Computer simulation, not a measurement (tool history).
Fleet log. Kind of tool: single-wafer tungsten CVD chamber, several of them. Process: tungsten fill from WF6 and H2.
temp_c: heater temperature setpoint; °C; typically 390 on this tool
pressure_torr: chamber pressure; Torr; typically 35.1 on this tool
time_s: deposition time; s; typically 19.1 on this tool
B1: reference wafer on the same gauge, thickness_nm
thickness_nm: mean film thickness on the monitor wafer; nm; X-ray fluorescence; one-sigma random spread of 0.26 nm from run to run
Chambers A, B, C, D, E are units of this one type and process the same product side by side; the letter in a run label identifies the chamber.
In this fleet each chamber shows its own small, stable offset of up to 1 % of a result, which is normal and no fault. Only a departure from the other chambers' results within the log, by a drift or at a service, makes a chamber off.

Run 1B, hour 7.7: usual settings; B1 52.307. Result: thickness_nm 49.720 nm.
Run 2E, hour 16.1: usual settings; B1 52.237. Result: thickness_nm 50.132 nm.
Run 3D, hour 25.8: usual settings; B1 52.280. Result: thickness_nm 49.693 nm.
Run 4C, hour 31.6: usual settings; B1 52.251. Result: thickness_nm 49.080 nm.
Run 5A, hour 39.3: usual settings; B1 52.262. Result: thickness_nm 50.062 nm.
Run 6C, hour 44.9: usual settings; B1 52.281. Result: thickness_nm 49.345 nm.
Run 7A, hour 49.9: usual settings but time_s 21.8 s; B1 52.243. Result: thickness_nm 56.647 nm.
Run 8E, hour 59.1: usual settings but time_s 21.8 s; B1 52.390. Result: thickness_nm 57.301 nm.
Run 9B, hour 64.1: usual settings but time_s 21.8 s; B1 52.330. Result: thickness_nm 56.921 nm.
Run 10D, hour 72.2: usual settings but time_s 21.8 s; B1 52.259. Result: thickness_nm 56.602 nm.
Run 11B, hour 81.0: usual settings but time_s 21.8 s; B1 52.347. Result: thickness_nm 56.764 nm.
Run 12E, hour 89.1: usual settings but temp_c 404 °C, pressure_torr 42.3 Torr; B1 52.328. Result: thickness_nm 70.945 nm.
Run 13A, hour 98.9: usual settings but temp_c 404 °C, pressure_torr 42.3 Torr; B1 52.343. Result: thickness_nm 69.000 nm.
Run 14C, hour 109.3: usual settings but temp_c 404 °C, pressure_torr 42.3 Torr; B1 52.393. Result: thickness_nm 69.710 nm.
Run 15D, hour 117.5: usual settings but temp_c 404 °C, pressure_torr 42.3 Torr; B1 52.313. Result: thickness_nm 70.376 nm.
Run 16C, hour 125.3: usual settings but temp_c 404 °C, pressure_torr 42.3 Torr; B1 52.278. Result: thickness_nm 70.381 nm.
Run 17B, hour 131.7: usual settings; B1 52.309. Result: thickness_nm 49.921 nm.
Run 18A, hour 141.6: usual settings; B1 52.269. Result: thickness_nm 48.992 nm.
Run 19E, hour 146.9: usual settings; B1 52.257. Result: thickness_nm 49.519 nm.
Run 20D, hour 154.7: usual settings; B1 52.349. Result: thickness_nm 49.409 nm.
Run 21C, hour 160.2: usual settings; B1 52.254. Result: thickness_nm 49.603 nm.
Run 22A, hour 169.4: usual settings; B1 52.273. Result: thickness_nm 49.388 nm.
Run 23E, hour 174.7: usual settings; B1 52.309. Result: thickness_nm 49.744 nm.
At hour 183.2: chamber D: thermocouple changed; heater temperature recalibrated.
Run 24B, hour 184.3: usual settings; B1 52.304. Result: thickness_nm 49.707 nm.
Run 25D, hour 194.6: usual settings but time_s 16.2 s; B1 52.256. Result: thickness_nm 41.964 nm.
Run 26E, hour 204.6: usual settings but time_s 16.2 s; B1 52.269. Result: thickness_nm 42.528 nm.
Run 27C, hour 212.2: usual settings but time_s 16.2 s; B1 52.253. Result: thickness_nm 41.897 nm.
Run 28B, hour 220.4: usual settings but time_s 16.2 s; B1 52.298. Result: thickness_nm 42.525 nm.
Run 29D, hour 227.3: usual settings but time_s 16.2 s; B1 52.346. Result: thickness_nm 41.761 nm.
Run 30A, hour 237.6: usual settings but pressure_torr 40.3 Torr, time_s 18.0 s; B1 52.195. Result: thickness_nm 49.990 nm.
Run 31E, hour 248.5: usual settings but pressure_torr 40.3 Torr, time_s 18.0 s; B1 52.292. Result: thickness_nm 49.953 nm.
Run 32B, hour 254.5: usual settings but pressure_torr 40.3 Torr, time_s 18.0 s; B1 52.298. Result: thickness_nm 50.171 nm.

One chamber off, gauge drift, or nothing amiss beyond the chambers' own small offsets? If it is a chamber, which one, and what is the likeliest cause?

No chamber stands off beyond its own small offset, and the gauge holds steady.
